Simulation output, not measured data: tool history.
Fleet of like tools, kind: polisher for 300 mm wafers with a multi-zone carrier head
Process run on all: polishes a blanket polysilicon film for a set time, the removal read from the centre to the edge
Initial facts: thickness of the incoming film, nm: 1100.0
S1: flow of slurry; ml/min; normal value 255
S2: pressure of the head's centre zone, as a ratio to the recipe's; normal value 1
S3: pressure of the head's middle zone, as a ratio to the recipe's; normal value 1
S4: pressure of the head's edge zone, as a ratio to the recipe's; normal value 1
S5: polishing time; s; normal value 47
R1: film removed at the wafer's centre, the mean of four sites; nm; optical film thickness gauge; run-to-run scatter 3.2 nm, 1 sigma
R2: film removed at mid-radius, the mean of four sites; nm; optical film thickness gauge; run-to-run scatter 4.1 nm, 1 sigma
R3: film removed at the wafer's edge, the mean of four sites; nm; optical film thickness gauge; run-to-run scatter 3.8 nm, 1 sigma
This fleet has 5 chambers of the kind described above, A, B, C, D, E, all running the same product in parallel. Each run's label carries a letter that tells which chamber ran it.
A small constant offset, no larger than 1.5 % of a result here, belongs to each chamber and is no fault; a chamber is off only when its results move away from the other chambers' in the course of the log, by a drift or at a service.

run,hour,S1,S2,S3,S4,S5,R1,R2,R3
# hour 0.8: chamber D: edge zone pressure recalibrated
# hour 8.1: chamber E: worn pad replaced by a new one
1B,9.7,255,1,1,1,47,292.91,296.94,288.67
2E,17.6,255,1,1,1,47,298.69,289.83,295.8
# hour 21.5: chamber B: worn pad replaced by a new one
3C,26,255,1,1,1,47,285.3,289.62,288.62
4D,31.5,255,1,1,1,47,287.73,293.76,288.39
5A,39.1,255,1,1,1,47,289.66,296.29,291.52
# hour 40: chamber B: edge zone pressure recalibrated
6B,45.9,255,1,1,1,47,289.3,294.79,288.01
7A,54,255,1,1,1,47,287.98,298.32,291.11
# hour 58.5: chamber D: worn pad replaced by a new one
8D,62.4,255,1,1,0.96,47,288.88,302.44,278.52
9C,66.8,255,1,1,0.96,47,290.03,293.87,280.04
10E,71.1,255,1,1,0.96,47,296.39,299.55,289.12
11C,77.1,255,1,1,0.96,47,284.1,287.14,283.59
12B,82.9,255,1,1,0.96,47,290.85,293.44,284.04
# hour 88.8: chamber D: slurry nozzle cleaned
13D,89.3,255,1,1,1,47,288.03,286.98,286.49
# hour 93.5: chamber C: worn pad replaced by a new one
14E,94.6,255,1,1,1,47,292.42,287.79,290.76
# hour 97.4: chamber A: worn pad replaced by a new one
15A,102.4,255,1,1,1,47,285.68,289.62,293.9
# hour 105.8: chamber E: worn pad replaced by a new one
16B,111.9,255,1,1,1,47,290.53,289.67,291.66
17D,118.9,255,1,1,1,47,290.99,291.15,286.22
18C,126.6,255,1,1,1,47,283.64,297.34,289.78
19A,133.2,255,1,1,1,47,290.99,295.69,287.63
20E,140.2,255,1,1,1,47,293.57,288.92,299.12
# hour 141.2: chamber B: worn pad replaced by a new one
21C,147,255,1,1,1,47,286.34,279.96,292.46
22A,153.6,255,1,1,1,47,288.38,293.15,289.25
23B,162.5,255,1,1,1,54,334.62,333.87,323.19
24D,169.9,255,1,1,1,54,330.84,324.82,336.88
25E,176,255,1,1,1,54,335.96,337.73,336.23
26D,184.1,255,1,1,1,54,336.37,338.86,329.86
27A,190.3,255,1,1,1,54,332.15,328.94,334.91
# hour 190.6: chamber D: worn pad replaced by a new one
28B,198.3,255,1,1,1,61,376.48,370.67,384.5
29C,203.2,255,1,1,1,61,364.16,374.21,377.47
# hour 206.4: chamber E: slurry nozzle cleaned
30E,208.8,255,1,1,1,61,389.3,387.18,373.81
# hour 209.1: chamber A: worn pad replaced by a new one
# hour 212.4: chamber E: worn pad replaced by a new one
31A,213.8,255,1,1,1,61,374.14,394.31,380.77
32C,222.5,255,1,1,1,61,374.65,376.95,381.96
33B,232.2,255,1,1,1,47,288.83,285.57,286.88
34D,238.1,255,1,1,1,47,294.43,293.45,284.38
# hour 243.8: chamber C: worn pad replaced by a new one
35E,247.2,255,1,1,1,47,296.9,297.6,293.01
36C,256.2,255,1,1,1,47,287.49,290.77,290.64

Is one chamber off against the others, does the gauge drift, or is nothing wrong? If a chamber is off, say which, and what the likeliest cause is.

Beyond each chamber's small constant offset nothing stands out, and the gauge stays steady.
